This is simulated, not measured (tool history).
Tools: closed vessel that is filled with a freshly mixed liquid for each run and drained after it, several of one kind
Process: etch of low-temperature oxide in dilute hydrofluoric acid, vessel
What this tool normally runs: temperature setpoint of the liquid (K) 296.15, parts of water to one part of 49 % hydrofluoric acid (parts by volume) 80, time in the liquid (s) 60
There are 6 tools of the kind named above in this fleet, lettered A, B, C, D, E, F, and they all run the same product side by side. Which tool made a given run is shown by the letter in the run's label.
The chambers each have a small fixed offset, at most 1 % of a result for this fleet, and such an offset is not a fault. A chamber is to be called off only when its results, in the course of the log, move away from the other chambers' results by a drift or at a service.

| run | hour | temperature setpoint of the liquid (K) | parts of water to one part of 49 % hydrofluoric acid (parts by volume) | time in the liquid (s) | read-back film thickness of the low-temperature oxide reference wafer, read on the same gauge (nm) | thickness taken off the low-temperature oxide on a monitor wafer (Å) |
|---|---|---|---|---|---|---|
| 1D | 5.1 | 296.15 | 80 | 60 | 99.985 | 256.96 |
| 2B | 9.4 | 296.15 | 80 | 60 | 99.994 | 256.79 |
| 3C | 11.9 | 296.15 | 80 | 60 | 100.010 | 262.55 |
| 4F | 15.3 | 296.15 | 80 | 60 | 99.969 | 260.77 |
| 5A | 17.8 | 296.15 | 80 | 60 | 99.972 | 260.30 |
| 6E | 20.7 | 296.15 | 80 | 60 | 100.000 | 258.17 |
| 7D | 24.8 | 296.15 | 80 | 60 | 100.000 | 259.02 |
| 8E | 29.8 | 296.15 | 80 | 60 | 100.010 | 261.90 |
| 9F | 33.1 | 296.15 | 80 | 60 | 100.020 | 260.71 |
| 10B | 36.1 | 296.15 | 80 | 60 | 100.010 | 261.88 |
| 11C | 41.0 | 296.15 | 80 | 60 | 99.987 | 257.96 |
| 12A | 44.4 | 296.15 | 80 | 60 | 99.991 | 260.27 |
| 13A | 47.3 | 296.15 | 80 | 60 | 99.980 | 259.78 |
| 14F | 50.5 | 296.15 | 95 | 45 | 100.010 | 160.60 |
| 15C | 55.8 | 296.15 | 95 | 45 | 100.010 | 162.64 |
| 16E | 60.3 | 296.15 | 95 | 45 | 100.010 | 161.09 |
| 17D | 65.4 | 296.15 | 95 | 45 | 99.991 | 160.34 |
| 18B | 69.5 | 296.15 | 95 | 45 | 100.010 | 163.78 |
| 19D | 73.3 | 296.15 | 95 | 45 | 100.010 | 160.12 |
| 20B | 76.5 | 296.15 | 80 | 75 | 99.998 | 333.26 |
| 21A | 80.3 | 296.15 | 80 | 75 | 99.976 | 326.87 |
| 22E | 83.0 | 296.15 | 80 | 75 | 99.992 | 331.49 |
| 23F | 85.6 | 296.15 | 80 | 75 | 100.020 | 322.84 |
| 24C | 89.6 | 296.15 | 80 | 75 | 99.994 | 327.42 |
| 25D | 94.2 | 296.15 | 80 | 75 | 99.983 | 324.91 |
| 26A | 97.1 | 296.15 | 80 | 60 | 99.967 | 262.54 |
| 27E | 101.4 | 296.15 | 80 | 60 | 99.975 | 261.60 |
| 28F | 105.4 | 296.15 | 80 | 60 | 100.010 | 259.96 |
| 29B | 110.3 | 296.15 | 80 | 60 | 100.020 | 274.71 |
| 30C | 114.0 | 296.15 | 80 | 60 | 99.976 | 256.07 |
| 31E | 116.7 | 296.15 | 80 | 60 | 99.989 | 264.11 |
| 32A | 119.8 | 296.15 | 80 | 60 | 99.992 | 263.54 |
| 33D | 125.4 | 296.15 | 80 | 60 | 99.990 | 261.30 |
| 34B | 130.5 | 296.15 | 60 | 75 | 99.992 | 485.39 |
| 35F | 133.8 | 296.15 | 60 | 75 | 99.999 | 439.67 |
| 36C | 138.7 | 296.15 | 60 | 75 | 99.988 | 445.09 |
| 37E | 142.2 | 296.15 | 60 | 75 | 100.020 | 451.80 |
| 38B | 145.1 | 296.15 | 60 | 75 | 99.980 | 498.84 |
| 39D | 147.9 | 296.15 | 60 | 75 | 100.000 | 440.90 |
| 40C | 152.7 | 296.15 | 80 | 60 | 99.985 | 259.35 |

Decide between three cases: one chamber stands off from its peers, the gauge reading all wafers drifts, or nothing is wrong past each chamber's small offset. Where a chamber is off, say which and what most likely put it there.

Little by little, chamber B moves away from the other chambers.
Likeliest cause: hydrofluoric acid flow above the setpoint (%) = 11.2.
From this log alone, it may not be told apart from: liquid hotter than its thermometer reads (K).

Which of the 4 candidates below, each the usual settings with something changed and its results left as question marks, puts chamber B back in line with what the other chambers give on the usual settings?
In-line tolerance around the mean of the other chambers on the usual settings: thickness taken off the low-temperature oxide on a monitor wafer (Å) 7.70
| 41B-1 | 156.8 | 295.65 | 80 | 55 |  | ? |
| 41B-2 | 156.8 | 296.65 | 80 | 70 |  | ? |
| 41B-3 | 156.8 | 296.15 | 80 | 50 |  | ? |
| 41B-4 | 156.8 | 298.65 | 80 | 60 |  | ? |

What the other chambers average on the usual settings: thickness taken off the low-temperature oxide on a monitor wafer (Å) 260.31
| run | thickness taken off the low-temperature oxide on a monitor wafer (Å) |
|---|---|
| 41B-1 | 261.28 |
| 41B-2 | 346.51 |
| 41B-3 | 242.43 |
| 41B-4 | 322.04 |
It is 41B-1 that realigns the chamber with its peers.
